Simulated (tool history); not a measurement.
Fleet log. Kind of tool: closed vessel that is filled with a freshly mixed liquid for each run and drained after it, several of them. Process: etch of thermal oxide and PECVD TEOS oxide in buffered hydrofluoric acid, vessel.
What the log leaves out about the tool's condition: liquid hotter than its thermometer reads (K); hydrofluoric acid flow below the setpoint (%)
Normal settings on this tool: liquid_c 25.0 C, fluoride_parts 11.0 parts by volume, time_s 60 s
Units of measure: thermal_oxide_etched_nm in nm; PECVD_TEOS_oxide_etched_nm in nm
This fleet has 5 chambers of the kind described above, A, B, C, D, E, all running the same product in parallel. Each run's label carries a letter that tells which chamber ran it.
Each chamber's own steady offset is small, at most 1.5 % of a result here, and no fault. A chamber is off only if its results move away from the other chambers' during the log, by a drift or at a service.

run    day  liquid_c  fluoride_parts  time_s  hours since the thermometer was replaced  hours since the hydrofluoric acid flow meter was replaced  read-back film thickness of the thermal oxide reference wafer, read on the same gauge (nm)  read-back film thickness of the PECVD TEOS oxide reference wafer, read on the same gauge (nm)  thermal_oxide_etched_nm  PECVD_TEOS_oxide_etched_nm
 1B  0.238      25.0            11.0      60                                    1551.0                                                      909.5                                                                                      40.006                                                                                         80.027                   64.549                      71.791
 2A  0.517      25.0            11.0      60                                    2400.7                                                      584.2                                                                                      40.008                                                                                         79.994                   64.193                      70.290
 3C  0.792      25.0            11.0      60                                      84.2                                                      234.6                                                                                      40.010                                                                                         80.025                   63.287                      72.506
 4D  0.996      25.0            11.0      60                                     561.4                                                     1231.5                                                                                      40.033                                                                                         80.009                   62.510                      71.996
 5E  1.221      25.0            11.0      60                                     421.8                                                      598.8                                                                                      39.993                                                                                         79.985                   64.548                      72.198
 6E  1.496      25.0            11.0      60                                     428.4                                                      605.4                                                                                      40.044                                                                                         79.999                   65.380                      72.472
 7B  1.758      25.0            11.0      60                                    1587.5                                                      946.0                                                                                      40.025                                                                                         80.001                   65.484                      70.133
 8A  2.162      25.0            11.0      85                                    2440.2                                                      623.7                                                                                      40.018                                                                                         80.033                   91.331                      99.759
 9C  2.400      25.0            11.0      85                                     122.8                                                      273.2                                                                                      39.997                                                                                         79.993                   92.106                     101.180
10D  2.771      25.0            11.0      85                                     604.0                                                     1274.1                                                                                      39.970                                                                                         80.001                   90.416                     102.610
11E  3.104      25.0            11.0      85                                     467.0                                                      644.0                                                                                      40.009                                                                                         80.016                   91.085                     102.100
12A  3.508      25.0            11.0      85                                    2472.5                                                      656.0                                                                                      39.996                                                                                         79.999                   91.471                      99.454
13D  3.871      25.0            11.0      60                                     630.4                                                     1300.5                                                                                      39.984                                                                                         79.999                   65.034                      72.443
14C  4.250      25.0            11.0      60                                     167.2                                                      317.6                                                                                      39.981                                                                                         79.997                   64.902                      72.079
15B  4.592      21.5            11.0      60                                    1655.5                                                     1014.0                                                                                      39.956                                                                                         80.001                   53.423                      59.036
16B  4.900      21.5            11.0      60                                    1662.9                                                     1021.4                                                                                      39.995                                                                                         80.013                   52.802                      58.667
17D  5.096      21.5            11.0      60                                     659.8                                                     1329.9                                                                                      40.027                                                                                         80.003                   52.824                      59.744
18C  5.425      21.5            11.0      60                                     195.4                                                      345.8                                                                                      40.010                                                                                         79.960                   53.594                      59.295
19E  5.662      21.5            11.0      60                                     528.4                                                      705.4                                                                                      40.059                                                                                         79.986                   53.791                      59.619
20A  5.946      25.0            11.0      60                                    2531.0                                                      714.5                                                                                      40.003                                                                                         80.018                   63.661                      71.160
21C  6.346      25.0            11.0      60                                     217.5                                                      367.9                                                                                      39.997                                                                                         80.005                   64.966                      70.679
22D  6.633      25.0            11.0      60                                     696.7                                                     1366.8                                                                                      40.029                                                                                         79.993                   64.172                      71.534
23E  6.988      25.0            11.0      60                                     560.2                                                      737.2                                                                                      40.001                                                                                         79.987                   65.003                      72.455
24B  7.321      25.0            11.0      60                                    1721.0                                                     1079.5                                                                                      40.001                                                                                         79.975                   65.417                      71.035
25A  7.712      25.0            11.0      60                                    2573.4                                                      756.9                                                                                      39.975                                                                                         79.978                   64.149                      71.445
26C  8.017      21.5            11.0      50                                     257.6                                                      408.0                                                                                      39.965                                                                                         80.004                   44.402                      49.425
27E  8.258      21.5            11.0      50                                     590.7                                                      767.7                                                                                      39.989                                                                                         80.009                   44.443                      50.204
28B  8.471      21.5            11.0      50                                    1748.6                                                     1107.1                                                                                      40.004                                                                                         79.974                   44.318                      49.216
29A  8.700      21.5            11.0      50                                    2597.1                                                      780.6                                                                                      40.044                                                                                         80.034                   43.966                      49.415
30D  8.958      21.5            11.0      50                                     752.5                                                     1422.6                                                                                      39.940                                                                                         79.995                   43.724                      49.637
31A  9.212      22.0            11.0      40                                    2609.4                                                      792.9                                                                                      39.993                                                                                         80.001                   36.601                      40.245
32C  9.567      22.0            11.0      40                                     294.8                                                      445.2                                                                                      39.965                                                                                         80.005                   36.832                      40.565

The same settings go to every chamber for the next run, one line per chamber below. Forecast the results for each:
33A  9.871      25.0            13.5      60                                                                                                                                                                                                                                                                                                                        ?                           ?
33B  9.871      25.0            13.5      60                                                                                                                                                                                                                                                                                                                        ?                           ?
33C  9.871      25.0            13.5      60                                                                                                                                                                                                                                                                                                                        ?                           ?
33D  9.871      25.0            13.5      60                                                                                                                                                                                                                                                                                                                        ?                           ?
33E  9.871      25.0            13.5      60                                                                                                                                                                                                                                                                                                                        ?                           ?

run  thermal_oxide_etched_nm  PECVD_TEOS_oxide_etched_nm
33A                   52.839                      58.098
33B                   52.721                      59.149
33C                   53.566                      58.881
33D                   52.492                      60.145
33E                   52.250                      59.804
